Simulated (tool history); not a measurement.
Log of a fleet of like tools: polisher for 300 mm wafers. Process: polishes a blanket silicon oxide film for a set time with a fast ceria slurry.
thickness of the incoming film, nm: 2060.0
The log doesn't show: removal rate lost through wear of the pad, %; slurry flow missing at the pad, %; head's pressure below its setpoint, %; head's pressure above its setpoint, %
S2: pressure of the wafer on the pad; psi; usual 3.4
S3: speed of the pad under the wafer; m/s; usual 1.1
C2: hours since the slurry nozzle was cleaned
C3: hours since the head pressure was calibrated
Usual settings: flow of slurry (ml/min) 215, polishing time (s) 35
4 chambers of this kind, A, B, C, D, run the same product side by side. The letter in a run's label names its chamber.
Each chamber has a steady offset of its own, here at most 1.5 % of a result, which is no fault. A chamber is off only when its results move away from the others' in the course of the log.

{"hour": 6.2, "done": "chamber A: worn pad replaced by a new one"}
{"run": "1C", "hour": 6.9, "flow of slurry (ml/min)": 215, "S2": 3.4, "S3": 1.1, "polishing time (s)": 35, "wafers polished on this pad": 313, "C2": 10.6, "C3": 391, "film removed (nm)": 740.83}
{"hour": 10.5, "done": "chamber D: worn pad replaced by a new one"}
{"run": "2B", "hour": 17.0, "flow of slurry (ml/min)": 215, "S2": 3.4, "S3": 1.1, "polishing time (s)": 35, "wafers polished on this pad": 693, "C2": 188, "C3": 1142.1, "film removed (nm)": 737.36}
{"run": "3A", "hour": 26.6, "flow of slurry (ml/min)": 215, "S2": 3.4, "S3": 1.1, "polishing time (s)": 35, "wafers polished on this pad": 269, "C2": 202.9, "C3": 999.6, "film removed (nm)": 751.31}
{"hour": 33.3, "done": "chamber B: worn pad replaced by a new one"}
{"run": "4D", "hour": 36.5, "flow of slurry (ml/min)": 215, "S2": 3.4, "S3": 1.1, "polishing time (s)": 35, "wafers polished on this pad": 344, "C2": 848.6, "C3": 91.8, "film removed (nm)": 753.57}
{"hour": 45.7, "done": "chamber B: head pressure recalibrated"}
{"run": "5D", "hour": 47.7, "flow of slurry (ml/min)": 215, "S2": 3.4, "S3": 0.86, "polishing time (s)": 26, "wafers polished on this pad": 492, "C2": 859.8, "C3": 103, "film removed (nm)": 436.04}
{"run": "6A", "hour": 57.2, "flow of slurry (ml/min)": 215, "S2": 3.4, "S3": 0.86, "polishing time (s)": 26, "wafers polished on this pad": 674, "C2": 233.5, "C3": 1030.2, "film removed (nm)": 437.48}
{"run": "7C", "hour": 66.6, "flow of slurry (ml/min)": 215, "S2": 3.4, "S3": 0.86, "polishing time (s)": 26, "wafers polished on this pad": 1102, "C2": 70.3, "C3": 450.7, "film removed (nm)": 429.63}
{"run": "8B", "hour": 76.0, "flow of slurry (ml/min)": 215, "S2": 3.4, "S3": 0.86, "polishing time (s)": 26, "wafers polished on this pad": 564, "C2": 247, "C3": 30.3, "film removed (nm)": 432.15}
{"run": "9D", "hour": 87.2, "flow of slurry (ml/min)": 215, "S2": 3.4, "S3": 1.1, "polishing time (s)": 35, "wafers polished on this pad": 1014, "C2": 899.3, "C3": 142.5, "film removed (nm)": 740.97}
{"hour": 94.6, "done": "chamber D: slurry nozzle cleaned"}
{"hour": 95.1, "done": "chamber C: worn pad replaced by a new one"}
{"run": "10C", "hour": 97.6, "flow of slurry (ml/min)": 215, "S2": 3.4, "S3": 1.1, "polishing time (s)": 35, "wafers polished on this pad": 34, "C2": 101.3, "C3": 481.7, "film removed (nm)": 744.69}
{"hour": 99.8, "done": "chamber B: worn pad replaced by a new one"}
{"hour": 100.9, "done": "chamber D: worn pad replaced by a new one"}
{"run": "11A", "hour": 104.5, "flow of slurry (ml/min)": 215, "S2": 3.4, "S3": 1.1, "polishing time (s)": 35, "wafers polished on this pad": 1299, "C2": 280.8, "C3": 1077.5, "film removed (nm)": 737.92}
{"hour": 109.6, "done": "chamber A: worn pad replaced by a new one"}
{"run": "12B", "hour": 112.5, "flow of slurry (ml/min)": 215, "S2": 3.4, "S3": 1.1, "polishing time (s)": 35, "wafers polished on this pad": 169, "C2": 283.5, "C3": 66.8, "film removed (nm)": 737.11}
{"run": "13B", "hour": 119.5, "flow of slurry (ml/min)": 215, "S2": 3.4, "S3": 1.1, "polishing time (s)": 35, "wafers polished on this pad": 261, "C2": 290.5, "C3": 73.8, "film removed (nm)": 740.98}
{"run": "14A", "hour": 129.9, "flow of slurry (ml/min)": 215, "S2": 3.4, "S3": 1.1, "polishing time (s)": 35, "wafers polished on this pad": 269, "C2": 306.2, "C3": 1102.9, "film removed (nm)": 736.75}
{"run": "15C", "hour": 137.1, "flow of slurry (ml/min)": 215, "S2": 3.4, "S3": 1.1, "polishing time (s)": 35, "wafers polished on this pad": 556, "C2": 140.8, "C3": 521.2, "film removed (nm)": 747.81}
{"run": "16D", "hour": 143.6, "flow of slurry (ml/min)": 215, "S2": 2.4, "S3": 1.1, "polishing time (s)": 35, "wafers polished on this pad": 564, "C2": 49.1, "C3": 198.9, "film removed (nm)": 528.28}
{"run": "17C", "hour": 149.7, "flow of slurry (ml/min)": 215, "S2": 2.4, "S3": 1.1, "polishing time (s)": 35, "wafers polished on this pad": 722, "C2": 153.4, "C3": 533.8, "film removed (nm)": 526.63}
{"run": "18D", "hour": 156.4, "flow of slurry (ml/min)": 215, "S2": 2.4, "S3": 1.1, "polishing time (s)": 35, "wafers polished on this pad": 733, "C2": 61.9, "C3": 211.7, "film removed (nm)": 527.46}
{"hour": 160.0, "done": "chamber B: worn pad replaced by a new one"}
{"hour": 161.2, "done": "chamber B: slurry nozzle cleaned"}
{"run": "19B", "hour": 167.8, "flow of slurry (ml/min)": 215, "S2": 2.4, "S3": 1.1, "polishing time (s)": 35, "wafers polished on this pad": 104, "C2": 6.7, "C3": 122.1, "film removed (nm)": 528.97}
{"run": "20A", "hour": 176.5, "flow of slurry (ml/min)": 215, "S2": 3.4, "S3": 1.1, "polishing time (s)": 35, "wafers polished on this pad": 884, "C2": 352.8, "C3": 1149.5, "film removed (nm)": 740.73}
{"run": "21B", "hour": 182.9, "flow of slurry (ml/min)": 215, "S2": 3.4, "S3": 1.1, "polishing time (s)": 35, "wafers polished on this pad": 303, "C2": 21.8, "C3": 137.2, "film removed (nm)": 735.64}
{"hour": 184.1, "done": "chamber D: worn pad replaced by a new one"}
{"run": "22D", "hour": 188.5, "flow of slurry (ml/min)": 215, "S2": 3.4, "S3": 1.1, "polishing time (s)": 35, "wafers polished on this pad": 58, "C2": 94, "C3": 243.8, "film removed (nm)": 754.87}
{"run": "23C", "hour": 193.8, "flow of slurry (ml/min)": 215, "S2": 3.4, "S3": 1.1, "polishing time (s)": 35, "wafers polished on this pad": 1305, "C2": 197.5, "C3": 577.9, "film removed (nm)": 741.28}
{"hour": 204.6, "done": "chamber C: worn pad replaced by a new one"}
{"run": "24A", "hour": 205.4, "flow of slurry (ml/min)": 215, "S2": 3.4, "S3": 1.1, "polishing time (s)": 35, "wafers polished on this pad": 1266, "C2": 381.7, "C3": 1178.4, "film removed (nm)": 757.92}
{"run": "25C", "hour": 213.1, "flow of slurry (ml/min)": 215, "S2": 3.4, "S3": 1.1, "polishing time (s)": 35, "wafers polished on this pad": 113, "C2": 216.8, "C3": 597.2, "film removed (nm)": 752.3}
{"hour": 216.7, "done": "chamber A: head pressure recalibrated"}
{"hour": 219.4, "done": "chamber A: worn pad replaced by a new one"}
{"run": "26B", "hour": 224.1, "flow of slurry (ml/min)": 215, "S2": 3.4, "S3": 1.1, "polishing time (s)": 35, "wafers polished on this pad": 847, "C2": 63, "C3": 178.4, "film removed (nm)": 729.15}
{"hour": 227.4, "done": "chamber C: head pressure recalibrated"}
{"run": "27A", "hour": 230.4, "flow of slurry (ml/min)": 215, "S2": 3.4, "S3": 1.1, "polishing time (s)": 35, "wafers polished on this pad": 146, "C2": 406.7, "C3": 13.8, "film removed (nm)": 676.06}
{"run": "28D", "hour": 235.5, "flow of slurry (ml/min)": 215, "S2": 3.4, "S3": 1.1, "polishing time (s)": 35, "wafers polished on this pad": 679, "C2": 141, "C3": 290.8, "film removed (nm)": 758.83}
{"hour": 236.9, "done": "chamber B: worn pad replaced by a new one"}
{"run": "29A", "hour": 242.7, "flow of slurry (ml/min)": 150, "S2": 3.4, "S3": 1.1, "polishing time (s)": 28, "wafers polished on this pad": 308, "C2": 419, "C3": 26.1, "film removed (nm)": 512.61}
{"run": "30D", "hour": 248.4, "flow of slurry (ml/min)": 150, "S2": 3.4, "S3": 1.1, "polishing time (s)": 28, "wafers polished on this pad": 849, "C2": 153.9, "C3": 303.7, "film removed (nm)": 576.23}
{"run": "31B", "hour": 257.2, "flow of slurry (ml/min)": 150, "S2": 3.4, "S3": 1.1, "polishing time (s)": 28, "wafers polished on this pad": 268, "C2": 96.1, "C3": 211.5, "film removed (nm)": 568.23}
{"run": "32C", "hour": 268.6, "flow of slurry (ml/min)": 150, "S2": 3.4, "S3": 1.1, "polishing time (s)": 28, "wafers polished on this pad": 846, "C2": 272.3, "C3": 41.2, "film removed (nm)": 559.67}
{"hour": 271.5, "done": "chamber D: worn pad replaced by a new one"}
{"run": "33A", "hour": 273.6, "flow of slurry (ml/min)": 215, "S2": 3.4, "S3": 1.1, "polishing time (s)": 35, "wafers polished on this pad": 717, "C2": 449.9, "C3": 57, "film removed (nm)": 674.04}
{"run": "34D", "hour": 284.3, "flow of slurry (ml/min)": 215, "S2": 3.4, "S3": 1.1, "polishing time (s)": 35, "wafers polished on this pad": 169, "C2": 189.8, "C3": 339.6, "film removed (nm)": 758.92}
{"run": "35C", "hour": 293.0, "flow of slurry (ml/min)": 215, "S2": 3.4, "S3": 1.1, "polishing time (s)": 35, "wafers polished on this pad": 1168, "C2": 296.7, "C3": 65.6, "film removed (nm)": 746.52}
{"run": "36B", "hour": 301.6, "flow of slurry (ml/min)": 165, "S2": 3.4, "S3": 1.1, "polishing time (s)": 35, "wafers polished on this pad": 854, "C2": 140.5, "C3": 255.9, "film removed (nm)": 708.24}
{"hour": 306.7, "done": "chamber B: worn pad replaced by a new one"}
{"run": "37C", "hour": 308.5, "flow of slurry (ml/min)": 165, "S2": 3.4, "S3": 1.1, "polishing time (s)": 35, "wafers polished on this pad": 1373, "C2": 312.2, "C3": 81.1, "film removed (nm)": 706.1}
{"run": "38B", "hour": 315.6, "flow of slurry (ml/min)": 165, "S2": 3.4, "S3": 1.1, "polishing time (s)": 35, "wafers polished on this pad": 118, "C2": 154.5, "C3": 269.9, "film removed (nm)": 715.5}
{"run": "39A", "hour": 323.1, "flow of slurry (ml/min)": 165, "S2": 3.4, "S3": 1.1, "polishing time (s)": 35, "wafers polished on this pad": 1371, "C2": 499.4, "C3": 106.5, "film removed (nm)": 652.24}
{"hour": 327.7, "done": "chamber A: worn pad replaced by a new one"}
{"run": "40D", "hour": 329.6, "flow of slurry (ml/min)": 215, "S2": 3.4, "S3": 1.1, "polishing time (s)": 35, "wafers polished on this pad": 768, "C2": 235.1, "C3": 384.9, "film removed (nm)": 761.82}
{"run": "41D", "hour": 339.1, "flow of slurry (ml/min)": 215, "S2": 3.4, "S3": 1.1, "polishing time (s)": 35, "wafers polished on this pad": 893, "C2": 244.6, "C3": 394.4, "film removed (nm)": 737.72}
{"run": "42B", "hour": 344.9, "flow of slurry (ml/min)": 215, "S2": 3.4, "S3": 1.1, "polishing time (s)": 35, "wafers polished on this pad": 505, "C2": 183.8, "C3": 299.2, "film removed (nm)": 738.12}
{"run": "43A", "hour": 353.1, "flow of slurry (ml/min)": 215, "S2": 3.4, "S3": 1.1, "polishing time (s)": 35, "wafers polished on this pad": 336, "C2": 529.4, "C3": 136.5, "film removed (nm)": 671.33}

All 4 chambers run these settings next. Forecast each chamber's results:
{"run": "44A", "hour": 361.4, "flow of slurry (ml/min)": 215, "S2": 3.4, "S3": 1.1, "polishing time (s)": 35, "film removed (nm)": "?"}
{"run": "44B", "hour": 361.4, "flow of slurry (ml/min)": 215, "S2": 3.4, "S3": 1.1, "polishing time (s)": 35, "film removed (nm)": "?"}
{"run": "44C", "hour": 361.4, "flow of slurry (ml/min)": 215, "S2": 3.4, "S3": 1.1, "polishing time (s)": 35, "film removed (nm)": "?"}
{"run": "44D", "hour": 361.4, "flow of slurry (ml/min)": 215, "S2": 3.4, "S3": 1.1, "polishing time (s)": 35, "film removed (nm)": "?"}

run=44A film_removed_(nm)=672.63
run=44B film_removed_(nm)=732.05
run=44C film_removed_(nm)=731.95
run=44D film_removed_(nm)=749.16
